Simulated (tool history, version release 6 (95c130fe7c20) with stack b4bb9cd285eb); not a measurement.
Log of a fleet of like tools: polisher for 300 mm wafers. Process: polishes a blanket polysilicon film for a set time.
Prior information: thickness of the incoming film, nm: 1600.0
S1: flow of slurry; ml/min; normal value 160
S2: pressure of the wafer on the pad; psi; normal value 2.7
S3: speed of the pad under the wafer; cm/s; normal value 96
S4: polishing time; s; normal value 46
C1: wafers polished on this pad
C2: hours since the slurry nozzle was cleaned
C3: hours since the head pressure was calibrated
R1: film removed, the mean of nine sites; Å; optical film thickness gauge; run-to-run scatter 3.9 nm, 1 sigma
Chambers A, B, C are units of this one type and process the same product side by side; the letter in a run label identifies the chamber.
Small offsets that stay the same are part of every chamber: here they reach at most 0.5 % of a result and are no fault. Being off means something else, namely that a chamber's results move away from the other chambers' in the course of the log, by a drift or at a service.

{"hour": 3.2, "done": "chamber C: worn pad replaced by a new one"}
{"run": "1C", "hour": 4.5, "S1": 160, "S2": 2.7, "S3": 96, "S4": 46, "C1": 10, "C2": 344.5, "C3": 152.4, "R1": 3254.2}
{"hour": 7.0, "done": "chamber A: worn pad replaced by a new one"}
{"run": "2A", "hour": 7.4, "S1": 160, "S2": 2.7, "S3": 96, "S4": 46, "C1": 3, "C2": 433.6, "C3": 694.4, "R1": 3242.7}
{"run": "3B", "hour": 10.9, "S1": 160, "S2": 2.7, "S3": 96, "S4": 46, "C1": 1027, "C2": 49.6, "C3": 414.4, "R1": 3159.1}
{"run": "4B", "hour": 15.7, "S1": 160, "S2": 2.7, "S3": 96, "S4": 46, "C1": 1065, "C2": 54.4, "C3": 419.2, "R1": 3180.4}
{"run": "5A", "hour": 19.4, "S1": 160, "S2": 2.7, "S3": 96, "S4": 46, "C1": 97, "C2": 445.6, "C3": 706.4, "R1": 3140}
{"run": "6C", "hour": 22.2, "S1": 160, "S2": 2.7, "S3": 96, "S4": 46, "C1": 149, "C2": 362.2, "C3": 170.1, "R1": 3212.6}
{"run": "7B", "hour": 25.6, "S1": 160, "S2": 2.7, "S3": 96, "S4": 46, "C1": 1143, "C2": 64.3, "C3": 429.1, "R1": 3113}
{"run": "8A", "hour": 30.1, "S1": 160, "S2": 2.7, "S3": 96, "S4": 46, "C1": 181, "C2": 456.3, "C3": 717.1, "R1": 3207.8}
{"run": "9C", "hour": 34.0, "S1": 160, "S2": 2.7, "S3": 96, "S4": 46, "C1": 242, "C2": 374, "C3": 181.9, "R1": 3190}
{"run": "10A", "hour": 36.8, "S1": 160, "S2": 2.7, "S3": 96, "S4": 46, "C1": 234, "C2": 463, "C3": 723.8, "R1": 3140.5}
{"hour": 41.1, "done": "chamber C: slurry nozzle cleaned"}
{"run": "11C", "hour": 41.4, "S1": 160, "S2": 2.7, "S3": 96, "S4": 46, "C1": 300, "C2": 0.3, "C3": 189.3, "R1": 3244.2}
{"run": "12B", "hour": 45.2, "S1": 160, "S2": 2.7, "S3": 96, "S4": 46, "C1": 1297, "C2": 83.9, "C3": 448.7, "R1": 3094.5}
{"run": "13B", "hour": 49.2, "S1": 160, "S2": 2.7, "S3": 96, "S4": 46, "C1": 1328, "C2": 87.9, "C3": 452.7, "R1": 3078.2}
{"run": "14A", "hour": 53.4, "S1": 160, "S2": 2.7, "S3": 96, "S4": 46, "C1": 364, "C2": 479.6, "C3": 740.4, "R1": 3145.5}
{"run": "15C", "hour": 58.0, "S1": 160, "S2": 2.7, "S3": 96, "S4": 46, "C1": 430, "C2": 16.9, "C3": 205.9, "R1": 3229.2}
{"run": "16A", "hour": 61.2, "S1": 160, "S2": 2.7, "S3": 96, "S4": 46, "C1": 425, "C2": 487.4, "C3": 748.2, "R1": 3193.3}
{"run": "17B", "hour": 64.8, "S1": 160, "S2": 2.7, "S3": 96, "S4": 46, "C1": 1450, "C2": 103.5, "C3": 468.3, "R1": 3049.4}
{"run": "18C", "hour": 67.8, "S1": 160, "S2": 2.7, "S3": 96, "S4": 46, "C1": 507, "C2": 26.7, "C3": 215.7, "R1": 3216}
{"run": "19B", "hour": 70.2, "S1": 160, "S2": 2.7, "S3": 96, "S4": 46, "C1": 1493, "C2": 108.9, "C3": 473.7, "R1": 3071}
{"run": "20C", "hour": 75.1, "S1": 160, "S2": 3.3, "S3": 72, "S4": 46, "C1": 564, "C2": 34, "C3": 223, "R1": 2892.3}
{"run": "21A", "hour": 78.0, "S1": 160, "S2": 3.3, "S3": 72, "S4": 46, "C1": 557, "C2": 504.2, "C3": 765, "R1": 2893.4}

Next, every chamber runs the same settings. What will each give?
{"run": "22A", "hour": 81.5, "S1": 160, "S2": 2.7, "S3": 96, "S4": 61, "R1": "?"}
{"run": "22B", "hour": 81.5, "S1": 160, "S2": 2.7, "S3": 96, "S4": 61, "R1": "?"}
{"run": "22C", "hour": 81.5, "S1": 160, "S2": 2.7, "S3": 96, "S4": 61, "R1": "?"}

run=22A R1=4231.5
run=22B R1=3867.3
run=22C R1=4268.9

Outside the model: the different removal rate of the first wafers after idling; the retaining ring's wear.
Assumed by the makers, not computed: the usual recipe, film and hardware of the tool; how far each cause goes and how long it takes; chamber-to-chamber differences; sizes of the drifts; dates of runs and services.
